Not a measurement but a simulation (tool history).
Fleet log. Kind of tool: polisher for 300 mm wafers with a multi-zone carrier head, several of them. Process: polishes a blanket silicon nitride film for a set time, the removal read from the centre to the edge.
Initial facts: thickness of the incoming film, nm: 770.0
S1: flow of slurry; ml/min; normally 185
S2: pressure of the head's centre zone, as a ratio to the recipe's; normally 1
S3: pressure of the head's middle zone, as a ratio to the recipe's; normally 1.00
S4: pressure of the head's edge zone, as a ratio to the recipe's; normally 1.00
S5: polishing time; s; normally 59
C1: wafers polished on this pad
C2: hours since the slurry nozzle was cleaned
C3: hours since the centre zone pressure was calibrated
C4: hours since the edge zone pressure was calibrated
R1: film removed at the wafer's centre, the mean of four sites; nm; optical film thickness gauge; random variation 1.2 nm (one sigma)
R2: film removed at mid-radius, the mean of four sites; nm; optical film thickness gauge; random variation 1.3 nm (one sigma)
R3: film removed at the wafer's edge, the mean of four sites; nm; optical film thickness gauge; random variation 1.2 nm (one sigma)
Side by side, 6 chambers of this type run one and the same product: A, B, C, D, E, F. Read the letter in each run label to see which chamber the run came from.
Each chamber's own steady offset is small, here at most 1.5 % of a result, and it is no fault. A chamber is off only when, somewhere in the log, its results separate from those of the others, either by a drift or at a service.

run,hour,S1,S2,S3,S4,S5,C1,C2,C3,C4,R1,R2,R3
# hour 8.6: chamber F: worn pad replaced by a new one
1D,9.2,185,1,1.00,1.00,59,527,520.5,297.5,774.1,136.640,136.650,137.540
2B,15.5,185,1,1.00,1.00,59,789,80.8,105.0,90.1,139.100,138.580,137.790
3E,26.0,185,1,1.00,1.00,59,517,508.2,344.9,624.8,137.890,140.420,137.330
# hour 31.7: chamber C: worn pad replaced by a new one
4C,31.7,185,1,1.00,1.00,59,1,214.4,659.1,423.8,138.560,137.670,138.940
# hour 32.6: chamber D: worn pad replaced by a new one
# hour 38.5: chamber B: worn pad replaced by a new one
5F,39.9,185,1,1.00,1.00,59,453,84.7,407.0,449.9,141.940,137.920,140.480
6A,47.9,185,1,1.00,1.00,59,923,93.5,967.7,726.2,137.240,138.570,137.650
# hour 50.8: chamber C: edge zone pressure recalibrated
7F,53.9,185,1,1.00,1.00,59,656,98.7,421.0,463.9,142.380,138.220,139.610
# hour 55.9: chamber E: slurry nozzle cleaned
8C,59.5,185,1,1.00,1.00,59,403,242.2,686.9,8.7,140.860,140.460,139.460
# hour 59.8: chamber E: worn pad replaced by a new one
9B,64.8,185,1,1.00,1.00,59,381,130.1,154.3,139.4,138.830,138.880,138.690
# hour 67.1: chamber F: worn pad replaced by a new one
10E,69.8,185,1,1.00,1.00,59,144,13.9,388.7,668.6,136.360,140.140,138.800
# hour 71.6: chamber A: worn pad replaced by a new one
11A,80.1,185,1,1.00,1.00,59,123,125.7,999.9,758.4,137.480,138.450,138.860
# hour 80.3: chamber F: centre zone pressure recalibrated
# hour 80.6: chamber C: worn pad replaced by a new one
12D,90.0,185,1,1.00,1.00,59,830,601.3,378.3,854.9,136.420,137.030,135.680
# hour 94.3: chamber D: worn pad replaced by a new one
13C,95.0,185,1,1.00,1.00,59,209,277.7,722.4,44.2,136.490,136.750,139.650
# hour 97.5: chamber A: centre zone pressure recalibrated
14B,99.6,185,1,1.00,0.91,39,884,164.9,189.1,174.2,91.563,91.988,87.322
# hour 100.1: chamber C: centre zone pressure recalibrated
15A,106.7,185,1,1.00,0.91,39,507,152.3,9.2,785.0,81.535,91.154,86.021
16D,116.2,185,1,1.00,0.91,39,317,627.5,404.5,881.1,90.349,90.322,87.564
17E,124.6,185,1,1.00,0.91,39,937,68.7,443.5,723.4,90.418,91.624,86.064
# hour 126.8: chamber E: worn pad replaced by a new one
# hour 127.5: chamber B: worn pad replaced by a new one
# hour 129.2: chamber F: worn pad replaced by a new one
# hour 132.9: chamber D: slurry nozzle cleaned
18F,133.9,185,1,1.00,0.91,39,68,178.7,53.7,543.9,93.555,91.242,88.418
# hour 138.1: chamber C: worn pad replaced by a new one
# hour 141.1: chamber A: worn pad replaced by a new one
19B,142.9,185,1,1.00,0.91,39,223,208.2,232.4,217.5,91.175,93.513,88.252
20E,147.9,185,1,1.00,1.00,59,306,92.0,466.8,746.7,137.200,137.320,137.990
# hour 153.0: chamber D: worn pad replaced by a new one
21F,156.0,185,1,1.00,1.00,59,388,200.8,75.8,566.0,139.270,138.540,140.460
22A,162.0,185,1,1.00,1.00,59,303,207.6,64.5,840.3,123.960,137.650,138.890
23D,168.6,185,1,0.96,1.00,79,226,35.7,456.9,933.5,186.310,180.430,186.380
24C,174.5,185,1,0.96,1.00,79,527,357.2,74.4,123.7,185.160,176.850,184.740
25A,181.7,185,1,0.96,1.00,79,588,227.3,84.2,860.0,161.960,178.130,183.870
# hour 184.9: chamber E: worn pad replaced by a new one
26B,187.1,185,1,0.96,1.00,79,862,252.4,276.6,261.7,183.610,178.000,186.100
# hour 190.6: chamber C: worn pad replaced by a new one
# hour 194.7: chamber F: worn pad replaced by a new one
27E,197.3,185,1,0.96,1.00,79,180,141.4,516.2,796.1,185.730,178.720,186.050
# hour 197.4: chamber D: edge zone pressure recalibrated
# hour 202.5: chamber D: worn pad replaced by a new one
# hour 203.8: chamber B: worn pad replaced by a new one
28D,206.4,185,1,0.96,1.00,79,57,73.5,494.7,9.0,185.280,180.220,184.970
29C,213.0,185,1,1.00,1.00,59,325,395.7,112.9,162.2,138.830,138.110,138.570
30F,223.1,185,1,1.00,1.00,59,412,267.9,142.9,633.1,141.420,138.660,138.700
# hour 226.2: chamber A: worn pad replaced by a new one
31C,231.0,185,1,1.00,1.00,59,585,413.7,130.9,180.2,138.540,138.220,138.680
32F,236.8,185,1,1.00,1.00,59,610,281.6,156.6,646.8,139.780,138.260,140.380
33A,242.6,185,1,1.00,1.00,59,238,288.2,145.1,920.9,123.270,138.400,139.170
# hour 248.5: chamber E: worn pad replaced by a new one
# hour 248.6: chamber B: centre zone pressure recalibrated
34B,252.8,185,1,1.00,1.00,59,709,318.1,4.2,327.4,138.390,139.840,137.920
35D,261.4,185,1,1.00,1.00,59,853,128.5,549.7,64.0,137.380,140.070,137.970
# hour 264.2: chamber D: worn pad replaced by a new one
36E,267.7,185,1,1.00,1.00,59,278,211.8,586.6,866.5,135.940,136.860,138.960
37D,277.2,185,1,1.00,1.00,59,188,144.3,565.5,79.8,139.040,137.330,138.700

One chamber off, gauge drift, or nothing amiss beyond the chambers' own small offsets? If it is a chamber, which one, and what is the likeliest cause?

Chamber A has stood off from the others ever since a service on it.
Most likely cause: centre zone's pressure below its setpoint, % = 9.56.

Chamber A could run next with any of the 4 candidate recipes listed below; each alters the usual settings, and their results appear as question marks. Which one brings its results back in line with what the other chambers deliver on the usual settings?
Counts as in line when no further than this from what the other chambers average on the usual settings: R1 4.100 nm; R2 4.700 nm; R3 4.100 nm
38A-1,284.8,180,0.91,1.02,1.03,58,,,,,?,?,?
38A-2,284.8,195,1.15,0.97,0.95,61,,,,,?,?,?
38A-3,284.8,190,1.09,0.98,0.97,60,,,,,?,?,?
38A-4,284.8,175,0.86,1.04,1.04,58,,,,,?,?,?

On the usual settings, the other chambers give on average: R1 138.590 nm; R2 138.400 nm; R3 138.400 nm
run,R1,R2,R3
38A-1,108.670,137.580,138.270
38A-2,149.620,139.800,140.750
38A-3,138.270,138.300,139.530
38A-4,101.560,139.440,138.490
38A-3 puts the chamber back in line with the other chambers.
